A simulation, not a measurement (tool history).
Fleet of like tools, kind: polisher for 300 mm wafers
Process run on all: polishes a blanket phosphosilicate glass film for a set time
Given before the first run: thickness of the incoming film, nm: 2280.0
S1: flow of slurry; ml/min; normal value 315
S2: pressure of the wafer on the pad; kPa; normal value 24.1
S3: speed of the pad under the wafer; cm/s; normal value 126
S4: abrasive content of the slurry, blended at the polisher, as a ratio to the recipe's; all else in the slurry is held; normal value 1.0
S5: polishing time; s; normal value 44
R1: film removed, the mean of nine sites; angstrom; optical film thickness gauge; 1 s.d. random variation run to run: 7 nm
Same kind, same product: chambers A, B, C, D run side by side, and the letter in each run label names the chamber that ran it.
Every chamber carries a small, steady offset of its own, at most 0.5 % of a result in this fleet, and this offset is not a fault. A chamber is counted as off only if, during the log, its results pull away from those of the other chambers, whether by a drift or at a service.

| run | hour | S1 | S2 | S3 | S4 | S5 | R1 |
|---|---|---|---|---|---|---|---|
|  | 0.7 | chamber C: slurry blender recalibrated |
| 1D | 5.8 | 315 | 24.1 | 126 | 1.0 | 44 | 6056.4 |
| 2A | 11.8 | 315 | 24.1 | 126 | 1.0 | 44 | 6058.1 |
| 3C | 20.2 | 315 | 24.1 | 126 | 1.0 | 44 | 6009.0 |
| 4B | 28.6 | 315 | 24.1 | 126 | 1.0 | 44 | 5915.6 |
|  | 31.5 | chamber C: worn pad replaced by a new one |
| 5C | 34.7 | 315 | 24.1 | 126 | 1.0 | 44 | 6005.8 |
|  | 38.4 | chamber C: slurry nozzle cleaned |
|  | 39.4 | chamber B: worn pad replaced by a new one |
| 6D | 43.5 | 315 | 24.1 | 126 | 1.0 | 44 | 6067.8 |
| 7B | 50.6 | 315 | 24.1 | 126 | 1.0 | 44 | 6042.6 |
|  | 51.6 | chamber D: slurry blender recalibrated |
| 8A | 55.0 | 315 | 24.1 | 126 | 1.0 | 44 | 5899.3 |
|  | 55.9 | chamber B: conditioning disc replaced and pad reconditioned |
|  | 59.0 | chamber A: conditioning disc replaced and pad reconditioned |
| 9A | 60.1 | 315 | 24.1 | 126 | 1.0 | 44 | 5942.4 |
| 10C | 65.8 | 410 | 19.3 | 126 | 1.0 | 44 | 4936.3 |
| 11B | 71.0 | 410 | 19.3 | 126 | 1.0 | 44 | 4898.8 |
| 12D | 78.9 | 410 | 19.3 | 126 | 1.0 | 44 | 5005.7 |
| 13B | 84.3 | 410 | 19.3 | 126 | 1.0 | 44 | 4793.1 |
|  | 85.0 | chamber A: worn pad replaced by a new one |
| 14C | 92.3 | 315 | 24.1 | 126 | 1.0 | 44 | 5970.2 |
| 15D | 97.8 | 315 | 24.1 | 126 | 1.0 | 44 | 6015.5 |
| 16A | 102.9 | 315 | 24.1 | 126 | 1.0 | 44 | 6051.6 |
|  | 104.2 | chamber A: slurry nozzle cleaned |
| 17A | 109.0 | 315 | 24.1 | 126 | 1.0 | 44 | 5909.9 |
|  | 115.9 | chamber B: slurry blender recalibrated |
| 18C | 118.7 | 315 | 24.1 | 126 | 1.0 | 44 | 6156.2 |
| 19D | 124.1 | 315 | 24.1 | 110 | 1.2 | 44 | 5923.4 |
|  | 125.1 | chamber D: worn pad replaced by a new one |
| 20B | 129.3 | 315 | 24.1 | 110 | 1.2 | 44 | 5780.2 |
| 21C | 135.5 | 315 | 24.1 | 110 | 1.2 | 44 | 5865.8 |
|  | 142.8 | chamber A: head pressure recalibrated |
| 22D | 143.0 | 315 | 24.1 | 110 | 1.2 | 44 | 5897.4 |
|  | 149.1 | chamber C: worn pad replaced by a new one |
|  | 149.6 | chamber B: worn pad replaced by a new one |
| 23B | 152.3 | 315 | 24.1 | 126 | 1.0 | 44 | 6051.5 |
| 24A | 162.0 | 315 | 24.1 | 126 | 1.0 | 44 | 6402.9 |
| 25B | 167.8 | 315 | 24.1 | 126 | 1.0 | 44 | 5932.9 |
| 26D | 172.3 | 315 | 24.1 | 126 | 1.0 | 44 | 6010.4 |
| 27A | 177.1 | 315 | 24.1 | 126 | 1.0 | 44 | 6439.6 |
| 28C | 184.5 | 315 | 24.1 | 126 | 1.0 | 44 | 5940.9 |
|  | 187.9 | chamber C: slurry blender recalibrated |
|  | 189.4 | chamber B: conditioning disc replaced and pad reconditioned |
| 29C | 193.5 | 315 | 24.1 | 126 | 1.0 | 44 | 6014.6 |
| 30B | 200.7 | 315 | 24.1 | 126 | 1.0 | 44 | 6037.6 |
|  | 206.8 | chamber B: slurry nozzle cleaned |
| 31A | 208.9 | 315 | 24.1 | 126 | 1.0 | 44 | 6343.2 |
|  | 212.9 | chamber D: slurry blender recalibrated |
| 32D | 214.3 | 315 | 24.1 | 126 | 1.0 | 44 | 5986.3 |
| 33D | 223.5 | 315 | 24.1 | 126 | 1.0 | 44 | 6093.3 |
| 34C | 229.4 | 315 | 24.1 | 126 | 1.0 | 44 | 6039.6 |
| 35B | 238.8 | 315 | 24.1 | 126 | 1.0 | 44 | 5941.3 |
| 36A | 247.4 | 315 | 24.1 | 126 | 1.0 | 44 | 6464.7 |
|  | 252.4 | chamber D: conditioning disc replaced and pad reconditioned |
| 37A | 253.5 | 315 | 24.1 | 150 | 1.0 | 44 | 7303.4 |
|  | 255.3 | chamber B: worn pad replaced by a new one |
| 38D | 260.3 | 315 | 24.1 | 150 | 1.0 | 44 | 6911.9 |
| 39C | 267.2 | 315 | 24.1 | 150 | 1.0 | 44 | 7062.0 |
|  | 270.8 | chamber A: slurry blender recalibrated |
| 40B | 273.4 | 315 | 24.1 | 150 | 1.0 | 44 | 6888.0 |
| 41B | 280.9 | 315 | 24.1 | 126 | 1.0 | 44 | 5985.7 |
| 42C | 285.7 | 315 | 24.1 | 126 | 1.0 | 44 | 6082.4 |
|  | 288.4 | chamber A: worn pad replaced by a new one |
| 43A | 290.7 | 315 | 24.1 | 126 | 1.0 | 44 | 6458.3 |
| 44D | 297.9 | 315 | 24.1 | 126 | 1.0 | 44 | 6132.3 |

The same settings go to every chamber for the next run, one line per chamber below. Forecast the results for each:
| 45A | 304.9 | 315 | 24.1 | 126 | 1.0 | 44 | ? |
| 45B | 304.9 | 315 | 24.1 | 126 | 1.0 | 44 | ? |
| 45C | 304.9 | 315 | 24.1 | 126 | 1.0 | 44 | ? |
| 45D | 304.9 | 315 | 24.1 | 126 | 1.0 | 44 | ? |

| run | R1 |
|---|---|
| 45A | 6410.5 |
| 45B | 6079.5 |
| 45C | 5992.8 |
| 45D | 6061.1 |

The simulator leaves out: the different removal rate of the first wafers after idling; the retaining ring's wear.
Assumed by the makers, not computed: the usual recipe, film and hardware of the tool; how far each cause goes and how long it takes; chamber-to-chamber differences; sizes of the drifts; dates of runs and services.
